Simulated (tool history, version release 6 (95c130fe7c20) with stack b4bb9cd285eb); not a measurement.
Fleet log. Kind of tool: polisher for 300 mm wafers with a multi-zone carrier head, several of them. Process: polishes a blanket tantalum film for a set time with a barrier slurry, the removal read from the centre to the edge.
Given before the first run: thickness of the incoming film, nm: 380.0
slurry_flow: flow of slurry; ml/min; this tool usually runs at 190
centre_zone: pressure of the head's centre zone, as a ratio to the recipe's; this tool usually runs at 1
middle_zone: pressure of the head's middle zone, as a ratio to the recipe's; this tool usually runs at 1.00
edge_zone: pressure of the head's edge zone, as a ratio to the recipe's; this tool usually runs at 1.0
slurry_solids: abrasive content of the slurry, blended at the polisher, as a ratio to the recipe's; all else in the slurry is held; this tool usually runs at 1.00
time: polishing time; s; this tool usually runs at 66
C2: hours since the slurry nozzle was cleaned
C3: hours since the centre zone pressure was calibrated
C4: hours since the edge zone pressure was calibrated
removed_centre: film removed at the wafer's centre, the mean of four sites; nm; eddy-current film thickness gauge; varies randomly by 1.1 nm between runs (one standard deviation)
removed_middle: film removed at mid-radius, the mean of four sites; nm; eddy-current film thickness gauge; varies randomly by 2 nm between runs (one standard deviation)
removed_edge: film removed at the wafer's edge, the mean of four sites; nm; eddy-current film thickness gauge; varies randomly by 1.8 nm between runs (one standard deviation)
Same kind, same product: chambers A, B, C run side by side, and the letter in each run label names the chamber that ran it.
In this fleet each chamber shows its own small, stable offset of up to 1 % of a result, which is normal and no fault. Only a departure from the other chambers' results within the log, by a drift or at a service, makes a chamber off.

Run 1A, hour 11.4: usual settings; wafers polished on this pad 243; C2 433.7; C3 1176.2; C4 151.2. Result: removed_centre 149.76 nm, removed_middle 146.31 nm, removed_edge 145.57 nm.
Run 2C, hour 20.6: usual settings; wafers polished on this pad 1015; C2 177.6; C3 700.5; C4 450.0. Result: removed_centre 147.30 nm, removed_middle 144.25 nm, removed_edge 145.81 nm.
At hour 33.2: chamber A: centre zone pressure recalibrated.
Run 3B, hour 34.8: usual settings; wafers polished on this pad 714; C2 539.4; C3 336.6; C4 120.3. Result: removed_centre 148.91 nm, removed_middle 145.80 nm, removed_edge 148.93 nm.
At hour 38.0: chamber C: worn pad replaced by a new one.
Run 4A, hour 46.7: usual settings; wafers polished on this pad 723; C2 469.0; C3 13.5; C4 186.5. Result: removed_centre 150.76 nm, removed_middle 148.30 nm, removed_edge 147.70 nm.
Run 5C, hour 54.4: usual settings but slurry_flow 230 ml/min, edge_zone 1.1; wafers polished on this pad 223; C2 211.4; C3 734.3; C4 483.8. Result: removed_centre 153.58 nm, removed_middle 154.20 nm, removed_edge 157.34 nm.
Run 6B, hour 63.8: usual settings but slurry_flow 230 ml/min, edge_zone 1.1; wafers polished on this pad 1108; C2 568.4; C3 365.6; C4 149.3. Result: removed_centre 152.25 nm, removed_middle 152.74 nm, removed_edge 159.32 nm.
Run 7B, hour 78.5: usual settings but slurry_flow 230 ml/min, edge_zone 1.1; wafers polished on this pad 1309; C2 583.1; C3 380.3; C4 164.0. Result: removed_centre 155.32 nm, removed_middle 154.13 nm, removed_edge 164.39 nm.
At hour 82.2: chamber B: worn pad replaced by a new one.
Run 8C, hour 89.4: usual settings; wafers polished on this pad 699; C2 246.4; C3 769.3; C4 518.8. Result: removed_centre 148.18 nm, removed_middle 148.50 nm, removed_edge 144.32 nm.
Run 9A, hour 98.0: usual settings; wafers polished on this pad 1422; C2 520.3; C3 64.8; C4 237.8. Result: removed_centre 148.85 nm, removed_middle 148.75 nm, removed_edge 149.47 nm.
At hour 103.3: chamber A: worn pad replaced by a new one.
Run 10B, hour 106.6: usual settings; wafers polished on this pad 332; C2 611.2; C3 408.4; C4 192.1. Result: removed_centre 150.53 nm, removed_middle 146.33 nm, removed_edge 149.26 nm.
At hour 118.4: chamber B: centre zone pressure recalibrated.
Run 11C, hour 119.1: usual settings; wafers polished on this pad 1104; C2 276.1; C3 799.0; C4 548.5. Result: removed_centre 147.09 nm, removed_middle 146.18 nm, removed_edge 147.84 nm.
Run 12A, hour 126.3: usual settings; wafers polished on this pad 313; C2 548.6; C3 93.1; C4 266.1. Result: removed_centre 149.62 nm, removed_middle 150.20 nm, removed_edge 149.39 nm.
Run 13C, hour 139.4: usual settings; wafers polished on this pad 1380; C2 296.4; C3 819.3; C4 568.8. Result: removed_centre 146.43 nm, removed_middle 150.11 nm, removed_edge 146.48 nm.
At hour 141.0: chamber C: worn pad replaced by a new one.
Run 14A, hour 152.4: usual settings but slurry_solids 1.15, time 56 s; wafers polished on this pad 668; C2 574.7; C3 119.2; C4 292.2. Result: removed_centre 132.85 nm, removed_middle 132.57 nm, removed_edge 130.42 nm.
Run 15B, hour 164.2: usual settings but slurry_solids 1.15, time 56 s; wafers polished on this pad 1116; C2 668.8; C3 45.9; C4 249.7. Result: removed_centre 130.94 nm, removed_middle 128.65 nm, removed_edge 130.94 nm.
Run 16C, hour 171.9: usual settings but slurry_solids 1.15, time 56 s; wafers polished on this pad 421; C2 328.9; C3 851.8; C4 601.3. Result: removed_centre 128.21 nm, removed_middle 132.61 nm, removed_edge 129.27 nm.
At hour 177.0: chamber B: worn pad replaced by a new one.
Run 17A, hour 185.1: usual settings; wafers polished on this pad 1113; C2 607.4; C3 151.9; C4 324.9. Result: removed_centre 151.47 nm, removed_middle 148.53 nm, removed_edge 151.18 nm.
Run 18B, hour 197.4: usual settings but middle_zone 0.91, time 74 s; wafers polished on this pad 278; C2 702.0; C3 79.1; C4 282.9. Result: removed_centre 165.29 nm, removed_middle 155.88 nm, removed_edge 167.93 nm.
Run 19B, hour 207.9: usual settings but middle_zone 0.91, time 74 s; wafers polished on this pad 421; C2 712.5; C3 89.6; C4 293.4. Result: removed_centre 165.15 nm, removed_middle 152.95 nm, removed_edge 166.31 nm.
At hour 213.7: chamber A: worn pad replaced by a new one.
Run 20A, hour 221.2: usual settings but middle_zone 0.91, time 74 s; wafers polished on this pad 103; C2 643.5; C3 188.0; C4 361.0. Result: removed_centre 168.67 nm, removed_middle 153.75 nm, removed_edge 167.33 nm.
Run 21C, hour 231.4: usual settings; wafers polished on this pad 1231; C2 388.4; C3 911.3; C4 660.8. Result: removed_centre 145.45 nm, removed_middle 147.16 nm, removed_edge 142.48 nm.
At hour 241.5: chamber C: worn pad replaced by a new one.
Run 22B, hour 241.9: usual settings; wafers polished on this pad 883; C2 746.5; C3 123.6; C4 327.4. Result: removed_centre 150.16 nm, removed_middle 145.66 nm, removed_edge 148.98 nm.
Run 23A, hour 250.5: usual settings; wafers polished on this pad 502; C2 672.8; C3 217.3; C4 390.3. Result: removed_centre 149.97 nm, removed_middle 151.47 nm, removed_edge 147.36 nm.
Run 24C, hour 261.7: usual settings; wafers polished on this pad 275; C2 418.7; C3 941.6; C4 691.1. Result: removed_centre 143.18 nm, removed_middle 145.31 nm, removed_edge 143.44 nm.
At hour 266.9: chamber B: worn pad replaced by a new one.
Run 25A, hour 273.3: usual settings; wafers polished on this pad 812; C2 695.6; C3 240.1; C4 413.1. Result: removed_centre 148.54 nm, removed_middle 147.87 nm, removed_edge 147.82 nm.
Run 26C, hour 281.4: usual settings; wafers polished on this pad 543; C2 438.4; C3 961.3; C4 710.8. Result: removed_centre 142.96 nm, removed_middle 147.47 nm, removed_edge 141.72 nm.
Run 27B, hour 291.1: usual settings; wafers polished on this pad 329; C2 795.7; C3 172.8; C4 376.6. Result: removed_centre 148.11 nm, removed_middle 147.31 nm, removed_edge 147.48 nm.
At hour 298.3: chamber A: slurry nozzle cleaned.
Run 28C, hour 299.5: usual settings but middle_zone 1.07; wafers polished on this pad 790; C2 456.5; C3 979.4; C4 728.9. Result: removed_centre 143.53 nm, removed_middle 152.88 nm, removed_edge 144.93 nm.
At hour 308.2: chamber A: worn pad replaced by a new one.
Run 29B, hour 313.7: usual settings but middle_zone 1.07; wafers polished on this pad 637; C2 818.3; C3 195.4; C4 399.2. Result: removed_centre 146.58 nm, removed_middle 159.83 nm, removed_edge 150.85 nm.
Run 30A, hour 325.6: usual settings but middle_zone 1.07; wafers polished on this pad 238; C2 27.4; C3 292.4; C4 465.4. Result: removed_centre 151.88 nm, removed_middle 159.96 nm, removed_edge 150.91 nm.
Run 31C, hour 339.9: usual settings; wafers polished on this pad 1340; C2 496.9; C3 1019.8; C4 769.3. Result: removed_centre 141.33 nm, removed_middle 141.69 nm, removed_edge 143.34 nm.
At hour 341.2: chamber C: worn pad replaced by a new one.
At hour 345.5: chamber B: worn pad replaced by a new one.
Run 32A, hour 348.5: usual settings; wafers polished on this pad 549; C2 50.3; C3 315.3; C4 488.3. Result: removed_centre 150.24 nm, removed_middle 149.04 nm, removed_edge 150.97 nm.
Run 33B, hour 358.1: usual settings; wafers polished on this pad 172; C2 862.7; C3 239.8; C4 443.6. Result: removed_centre 148.59 nm, removed_middle 146.29 nm, removed_edge 146.25 nm.
Run 34A, hour 371.4: usual settings; wafers polished on this pad 861; C2 73.2; C3 338.2; C4 511.2. Result: removed_centre 150.12 nm, removed_middle 151.50 nm, removed_edge 149.99 nm.
Run 35C, hour 383.8: usual settings; wafers polished on this pad 581; C2 540.8; C3 1063.7; C4 813.2. Result: removed_centre 140.76 nm, removed_middle 142.82 nm, removed_edge 144.40 nm.
Run 36B, hour 394.7: usual settings; wafers polished on this pad 670; C2 899.3; C3 276.4; C4 480.2. Result: removed_centre 147.54 nm, removed_middle 148.37 nm, removed_edge 152.56 nm.

Does one chamber stand apart from the rest, does the shared gauge drift, or is all well apart from small per-chamber offsets? Give the chamber and the most likely cause, where there is one.

It is chamber C that slowly wanders off from its peers.
Cause: slurry flow missing at the pad, % = 28.7.

Here are 4 candidates for chamber C's next run, each the usual settings with a change, their results left as question marks. Which one brings its results back in line with what the others give on the usual settings?
In-line tolerance around the mean of the other chambers on the usual settings: removed_centre 4.00 nm; removed_middle 7.10 nm; removed_edge 6.20 nm
Run 37C-1, hour 405.5: usual settings but centre_zone 0.99, time 65 s. Result: removed_centre ?, removed_middle ?, removed_edge ?.
Run 37C-2, hour 405.5: usual settings but centre_zone 1.01, time 67 s. Result: removed_centre ?, removed_middle ?, removed_edge ?.
Run 37C-3, hour 405.5: usual settings but slurry_flow 195 ml/min, centre_zone 1.01, time 70 s. Result: removed_centre ?, removed_middle ?, removed_edge ?.
Run 37C-4, hour 405.5: usual settings but slurry_flow 185 ml/min, centre_zone 0.99, middle_zone 1.01, time 63 s. Result: removed_centre ?, removed_middle ?, removed_edge ?.

The mean the other chambers reach with the usual settings: removed_centre 149.50 nm; removed_middle 148.30 nm; removed_edge 149.14 nm
  run  removed_centre  removed_middle  removed_edge
37C-1          135.77          137.67        137.48
37C-2          143.07          141.89        141.71
37C-3          150.41          149.05        148.64
37C-4          130.75          133.90        132.68
37C-3 is the one that brings the chamber's results back in line with the other chambers.

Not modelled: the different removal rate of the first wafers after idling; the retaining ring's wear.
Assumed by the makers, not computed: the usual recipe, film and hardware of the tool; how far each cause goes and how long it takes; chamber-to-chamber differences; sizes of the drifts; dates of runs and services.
